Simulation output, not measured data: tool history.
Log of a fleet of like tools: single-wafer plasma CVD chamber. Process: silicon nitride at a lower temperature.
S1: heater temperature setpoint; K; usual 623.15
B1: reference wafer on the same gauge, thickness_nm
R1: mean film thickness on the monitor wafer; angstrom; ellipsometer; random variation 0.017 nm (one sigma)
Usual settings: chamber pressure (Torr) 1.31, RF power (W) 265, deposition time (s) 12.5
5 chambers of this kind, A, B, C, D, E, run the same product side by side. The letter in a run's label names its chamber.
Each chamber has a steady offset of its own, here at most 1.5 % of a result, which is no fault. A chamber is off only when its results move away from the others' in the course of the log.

Run 1E, hour 4.6: usual settings; B1 12.601. Result: R1 128.37 angstrom.
Run 2C, hour 7.9: usual settings; B1 12.607. Result: R1 126.08 angstrom.
Run 3D, hour 13.9: usual settings; B1 12.606. Result: R1 126.61 angstrom.
Run 4B, hour 17.4: usual settings; B1 12.605. Result: R1 129.77 angstrom.
Run 5A, hour 24.3: usual settings; B1 12.607. Result: R1 128 angstrom.
Run 6E, hour 30.1: usual settings; B1 12.61. Result: R1 128.47 angstrom.
Run 7B, hour 35.1: usual settings; B1 12.614. Result: R1 129.78 angstrom.
Run 8C, hour 38.6: usual settings; B1 12.612. Result: R1 125.98 angstrom.
Run 9A, hour 43.6: usual settings; B1 12.614. Result: R1 127.95 angstrom.
Run 10D, hour 47.1: usual settings; B1 12.618. Result: R1 126.52 angstrom.
At hour 50.4: chamber E: capacitance manometer re-zeroed and calibrated.
Run 11C, hour 51.5: usual settings; B1 12.619. Result: R1 126.14 angstrom.
Run 12A, hour 54.7: usual settings; B1 12.622. Result: R1 128.1 angstrom.
Run 13D, hour 59.2: usual settings; B1 12.619. Result: R1 126.64 angstrom.
Run 14B, hour 64.4: usual settings; B1 12.624. Result: R1 129.82 angstrom.
Run 15E, hour 68.7: usual settings; B1 12.624. Result: R1 128.98 angstrom.
Run 16A, hour 72.4: usual settings; B1 12.626. Result: R1 128.15 angstrom.
Run 17E, hour 76: usual settings; B1 12.629. Result: R1 128.95 angstrom.
Run 18D, hour 82.1: usual settings; B1 12.627. Result: R1 126.82 angstrom.
Run 19B, hour 88.2: usual settings; B1 12.629. Result: R1 129.81 angstrom.
Run 20C, hour 91.3: usual settings; B1 12.632. Result: R1 126.4 angstrom.
Run 21C, hour 95.7: usual settings; B1 12.629. Result: R1 126.23 angstrom.
Run 22D, hour 99.5: usual settings; B1 12.633. Result: R1 126.83 angstrom.
Run 23B, hour 103.3: usual settings; B1 12.638. Result: R1 130.12 angstrom.
Run 24E, hour 109.3: usual settings; B1 12.64. Result: R1 128.79 angstrom.
Run 25A, hour 113: usual settings; B1 12.639. Result: R1 128.59 angstrom.
Run 26D, hour 117.3: usual settings but S1 617.15 K, chamber pressure (Torr) 1.54; B1 12.644. Result: R1 133.11 angstrom.
Run 27E, hour 122.5: usual settings but S1 617.15 K, chamber pressure (Torr) 1.54; B1 12.647. Result: R1 135.31 angstrom.
Run 28C, hour 126.7: usual settings but S1 617.15 K, chamber pressure (Torr) 1.54; B1 12.642. Result: R1 132.59 angstrom.
Run 29A, hour 132: usual settings but S1 617.15 K, chamber pressure (Torr) 1.54; B1 12.643. Result: R1 134.77 angstrom.
Run 30B, hour 137.5: usual settings but S1 617.15 K, chamber pressure (Torr) 1.54; B1 12.645. Result: R1 136.82 angstrom.
Run 31E, hour 143.6: usual settings but RF power (W) 280, deposition time (s) 11.3; B1 12.649. Result: R1 121.65 angstrom.
Run 32C, hour 148.9: usual settings but RF power (W) 280, deposition time (s) 11.3; B1 12.65. Result: R1 119.01 angstrom.
Run 33D, hour 155.2: usual settings but RF power (W) 280, deposition time (s) 11.3; B1 12.654. Result: R1 119.34 angstrom.
Run 34A, hour 159.6: usual settings but RF power (W) 280, deposition time (s) 11.3; B1 12.658. Result: R1 120.81 angstrom.
Run 35B, hour 165.4: usual settings but RF power (W) 280, deposition time (s) 11.3; B1 12.653. Result: R1 122.11 angstrom.
Run 36B, hour 170.3: usual settings; B1 12.657. Result: R1 130.33 angstrom.
Run 37D, hour 176.1: usual settings; B1 12.665. Result: R1 127.18 angstrom.
Run 38E, hour 182.9: usual settings; B1 12.667. Result: R1 129.36 angstrom.

All 5 chambers run these settings next. Forecast each chamber's results:
Run 39A, hour 188.1: usual settings but deposition time (s) 14.4. Result: R1 ?.
Run 39B, hour 188.1: usual settings but deposition time (s) 14.4. Result: R1 ?.
Run 39C, hour 188.1: usual settings but deposition time (s) 14.4. Result: R1 ?.
Run 39D, hour 188.1: usual settings but deposition time (s) 14.4. Result: R1 ?.
Run 39E, hour 188.1: usual settings but deposition time (s) 14.4. Result: R1 ?.

run      R1
39A  148.11
39B  150.14
39C  146.23
39D  146.69
39E  148.66
